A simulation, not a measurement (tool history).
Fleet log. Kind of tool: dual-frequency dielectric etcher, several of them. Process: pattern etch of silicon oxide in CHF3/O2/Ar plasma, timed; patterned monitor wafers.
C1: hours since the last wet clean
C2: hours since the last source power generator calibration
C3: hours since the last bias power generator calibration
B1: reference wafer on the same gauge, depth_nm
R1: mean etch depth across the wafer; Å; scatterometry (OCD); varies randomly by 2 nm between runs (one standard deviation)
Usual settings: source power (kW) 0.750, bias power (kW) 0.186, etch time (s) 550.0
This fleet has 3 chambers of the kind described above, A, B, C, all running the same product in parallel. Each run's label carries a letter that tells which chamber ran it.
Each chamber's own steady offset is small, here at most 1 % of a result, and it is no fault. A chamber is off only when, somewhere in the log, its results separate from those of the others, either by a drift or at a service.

run 1A day=0.296 | source_power_(kW)=0.750 bias_power_(kW)=0.186 etch_time_(s)=550.0 | C1=261.7 C2=3555.3 C3=496.6 | B1=1239.5 | R1=11874
run 2C day=0.579 | source_power_(kW)=0.750 bias_power_(kW)=0.186 etch_time_(s)=550.0 | C1=76.1 C2=471.9 C3=1740.0 | B1=1239.3 | R1=11979
run 3B day=0.792 | source_power_(kW)=0.750 bias_power_(kW)=0.186 etch_time_(s)=550.0 | C1=382.8 C2=1970.3 C3=1586.6 | B1=1239.9 | R1=12098
run 4B day=1.112 | source_power_(kW)=0.750 bias_power_(kW)=0.186 etch_time_(s)=550.0 | C1=390.5 C2=1978.0 C3=1594.3 | B1=1238.1 | R1=12066
run 5C day=1.421 | source_power_(kW)=0.750 bias_power_(kW)=0.186 etch_time_(s)=550.0 | C1=96.3 C2=492.1 C3=1760.2 | B1=1238.8 | R1=11955
run 6A day=1.758 | source_power_(kW)=0.750 bias_power_(kW)=0.186 etch_time_(s)=550.0 | C1=296.8 C2=3590.4 C3=531.7 | B1=1238.5 | R1=11867
run 7C day=2.133 | source_power_(kW)=0.750 bias_power_(kW)=0.186 etch_time_(s)=550.0 | C1=113.4 C2=509.2 C3=1777.3 | B1=1237.8 | R1=11960
run 8B day=2.338 | source_power_(kW)=0.750 bias_power_(kW)=0.229 etch_time_(s)=493.0 | C1=419.9 C2=2007.4 C3=1623.7 | B1=1237.7 | R1=11590
run 9A day=2.683 | source_power_(kW)=0.750 bias_power_(kW)=0.229 etch_time_(s)=493.0 | C1=319.0 C2=3612.6 C3=553.9 | B1=1236.9 | R1=11404
run 10B day=3.017 | source_power_(kW)=0.750 bias_power_(kW)=0.229 etch_time_(s)=493.0 | C1=436.2 C2=2023.7 C3=1640.0 | B1=1237.0 | R1=11588
run 11A day=3.446 | source_power_(kW)=0.670 bias_power_(kW)=0.186 etch_time_(s)=550.0 | C1=337.3 C2=3630.9 C3=572.2 | B1=1237.1 | R1=11338
run 12C day=3.779 | source_power_(kW)=0.670 bias_power_(kW)=0.186 etch_time_(s)=550.0 | C1=152.9 C2=548.7 C3=1816.8 | B1=1236.5 | R1=11396
run 13C day=4.162 | source_power_(kW)=0.670 bias_power_(kW)=0.186 etch_time_(s)=550.0 | C1=162.1 C2=557.9 C3=1826.0 | B1=1235.9 | R1=11405
run 14A day=4.458 | source_power_(kW)=0.750 bias_power_(kW)=0.186 etch_time_(s)=550.0 | C1=361.6 C2=3655.2 C3=596.5 | B1=1235.9 | R1=11789
run 15B day=4.862 | source_power_(kW)=0.820 bias_power_(kW)=0.186 etch_time_(s)=654.0 | C1=480.5 C2=2068.0 C3=1684.3 | B1=1235.0 | R1=14828
run 16A day=5.179 | source_power_(kW)=0.820 bias_power_(kW)=0.186 etch_time_(s)=654.0 | C1=378.9 C2=3672.5 C3=613.8 | B1=1235.3 | R1=14569
run 17C day=5.379 | source_power_(kW)=0.820 bias_power_(kW)=0.186 etch_time_(s)=654.0 | C1=191.3 C2=587.1 C3=1855.2 | B1=1235.0 | R1=14634
run 18B day=5.642 | source_power_(kW)=0.750 bias_power_(kW)=0.186 etch_time_(s)=550.0 | C1=499.2 C2=2086.7 C3=1703.0 | B1=1234.3 | R1=12050
run 19B day=5.862 | source_power_(kW)=0.750 bias_power_(kW)=0.186 etch_time_(s)=550.0 | C1=504.5 C2=2092.0 C3=1708.3 | B1=1234.0 | R1=12010
run 20A day=6.217 | source_power_(kW)=0.750 bias_power_(kW)=0.186 etch_time_(s)=550.0 | C1=403.8 C2=3697.4 C3=638.7 | B1=1234.3 | R1=11833
run 21C day=6.625 | source_power_(kW)=0.750 bias_power_(kW)=0.186 etch_time_(s)=550.0 | C1=221.2 C2=617.0 C3=1885.1 | B1=1233.8 | R1=11872
run 22B day=6.904 | source_power_(kW)=0.750 bias_power_(kW)=0.186 etch_time_(s)=550.0 | C1=529.5 C2=2117.0 C3=1733.3 | B1=1233.6 | R1=12038
run 23C day=7.242 | source_power_(kW)=0.750 bias_power_(kW)=0.186 etch_time_(s)=550.0 | C1=236.0 C2=631.8 C3=1899.9 | B1=1232.5 | R1=11851
-- day=7.362 chamber A: wet clean of the chamber
run 24A day=7.554 | source_power_(kW)=0.810 bias_power_(kW)=0.186 etch_time_(s)=608.5 | C1=4.7 C2=3729.5 C3=670.8 | B1=1232.8 | R1=13439
run 25C day=7.812 | source_power_(kW)=0.810 bias_power_(kW)=0.186 etch_time_(s)=608.5 | C1=249.7 C2=645.5 C3=1913.6 | B1=1232.6 | R1=13522
-- day=8.071 chamber B: wet clean of the chamber
run 26B day=8.225 | source_power_(kW)=0.810 bias_power_(kW)=0.186 etch_time_(s)=608.5 | C1=3.8 C2=2148.7 C3=1765.0 | B1=1232.8 | R1=13669
run 27A day=8.654 | source_power_(kW)=0.750 bias_power_(kW)=0.186 etch_time_(s)=550.0 | C1=31.1 C2=3755.9 C3=697.2 | B1=1231.6 | R1=11816

One chamber off, gauge drift, or nothing amiss beyond the chambers' own small offsets? If it is a chamber, which one, and what is the likeliest cause?

Every chamber seems to shift together because the gauge that measures them all drifts; the chambers themselves are fine.
Cause: gauge reads low (%) = 0.704.
